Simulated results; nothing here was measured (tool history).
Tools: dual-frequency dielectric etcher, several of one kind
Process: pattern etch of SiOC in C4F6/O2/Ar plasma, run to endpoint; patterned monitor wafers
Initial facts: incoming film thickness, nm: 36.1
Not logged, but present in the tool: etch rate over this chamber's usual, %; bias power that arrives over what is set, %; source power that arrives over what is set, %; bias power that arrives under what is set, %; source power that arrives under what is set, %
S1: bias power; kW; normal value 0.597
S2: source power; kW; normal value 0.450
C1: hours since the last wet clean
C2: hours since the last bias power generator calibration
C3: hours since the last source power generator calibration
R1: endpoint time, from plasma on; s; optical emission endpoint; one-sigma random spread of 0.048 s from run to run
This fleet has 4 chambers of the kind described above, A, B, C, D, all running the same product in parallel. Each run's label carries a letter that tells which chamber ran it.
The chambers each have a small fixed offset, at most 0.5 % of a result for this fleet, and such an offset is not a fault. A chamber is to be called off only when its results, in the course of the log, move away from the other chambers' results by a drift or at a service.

run 1B hour=13.2 | S1=0.597 S2=0.450 | C1=200.1 C2=471.5 C3=3300.2 | R1=10.948
run 2D hour=25.3 | S1=0.597 S2=0.450 | C1=152.6 C2=3530.1 C3=2102.0 | R1=10.962
run 3A hour=34.5 | S1=0.597 S2=0.450 | C1=282.6 C2=617.0 C3=707.1 | R1=10.901
run 4C hour=43.5 | S1=0.597 S2=0.450 | C1=185.2 C2=1325.5 C3=1885.2 | R1=10.879
run 5B hour=50.0 | S1=0.597 S2=0.450 | C1=236.9 C2=508.3 C3=3337.0 | R1=10.906
run 6C hour=61.6 | S1=0.597 S2=0.450 | C1=203.3 C2=1343.6 C3=1903.3 | R1=10.806
run 7D hour=73.2 | S1=0.597 S2=0.450 | C1=200.5 C2=3578.0 C3=2149.9 | R1=10.919
run 8A hour=84.1 | S1=0.597 S2=0.450 | C1=332.2 C2=666.6 C3=756.7 | R1=10.945
run 9A hour=94.4 | S1=0.597 S2=0.510 | C1=342.5 C2=676.9 C3=767.0 | R1=10.426
run 10C hour=105.7 | S1=0.597 S2=0.510 | C1=247.4 C2=1387.7 C3=1947.4 | R1=10.444
run 11B hour=113.5 | S1=0.597 S2=0.510 | C1=300.4 C2=571.8 C3=3400.5 | R1=10.440
run 12D hour=121.2 | S1=0.597 S2=0.510 | C1=248.5 C2=3626.0 C3=2197.9 | R1=10.462
run 13A hour=130.2 | S1=0.597 S2=0.450 | C1=378.3 C2=712.7 C3=802.8 | R1=10.981
run 14D hour=143.0 | S1=0.597 S2=0.450 | C1=270.3 C2=3647.8 C3=2219.7 | R1=10.949
run 15C hour=154.8 | S1=0.597 S2=0.450 | C1=296.5 C2=1436.8 C3=1996.5 | R1=10.911
run 16B hour=161.9 | S1=0.597 S2=0.370 | C1=348.8 C2=620.2 C3=3448.9 | R1=11.599
run 17C hour=168.9 | S1=0.597 S2=0.370 | C1=310.6 C2=1450.9 C3=2010.6 | R1=11.673
run 18D hour=176.7 | S1=0.597 S2=0.370 | C1=304.0 C2=3681.5 C3=2253.4 | R1=11.655
run 19B hour=188.1 | S1=0.597 S2=0.370 | C1=375.0 C2=646.4 C3=3475.1 | R1=11.412
run 20A hour=199.7 | S1=0.597 S2=0.500 | C1=447.8 C2=782.2 C3=872.3 | R1=10.510
run 21B hour=207.0 | S1=0.597 S2=0.500 | C1=393.9 C2=665.3 C3=3494.0 | R1=10.128
run 22C hour=218.3 | S1=0.597 S2=0.500 | C1=360.0 C2=1500.3 C3=2060.0 | R1=10.584
run 23A hour=230.1 | S1=0.597 S2=0.500 | C1=478.2 C2=812.6 C3=902.7 | R1=10.501
run 24D hour=239.7 | S1=0.597 S2=0.450 | C1=367.0 C2=3744.5 C3=2316.4 | R1=10.868
run 25D hour=246.7 | S1=0.597 S2=0.450 | C1=374.0 C2=3751.5 C3=2323.4 | R1=11.070
run 26B hour=256.0 | S1=0.597 S2=0.450 | C1=442.9 C2=714.3 C3=3543.0 | R1=10.399
run 27A hour=265.2 | S1=0.597 S2=0.450 | C1=513.3 C2=847.7 C3=937.8 | R1=10.934

One chamber off, gauge drift, or nothing amiss beyond the chambers' own small offsets? If it is a chamber, which one, and what is the likeliest cause?

It is chamber B that slowly wanders off from its peers.
Likeliest cause: etch rate over this chamber's usual, % = 5.36.

Here are 4 candidates for chamber B's next run, each the usual settings with a change, their results left as question marks. Which one brings its results back in line with what the others give on the usual settings?
Allowed miss from the other chambers' usual-settings mean, per result, to count as in line: R1 0.1700 s
run 28B-1 hour=274.9 | S1=0.518 S2=0.450 | R1=?
run 28B-2 hour=274.9 | S1=0.597 S2=0.510 | R1=?
run 28B-3 hour=274.9 | S1=0.562 S2=0.450 | R1=?
run 28B-4 hour=274.9 | S1=0.615 S2=0.460 | R1=?

The other chambers' mean on the usual settings: R1 10.9170 s
run=28B-1 R1=10.9310
run=28B-2 R1=9.8874
run=28B-3 R1=10.6000
run=28B-4 R1=10.1590
It is 28B-1 that realigns the chamber with its peers.
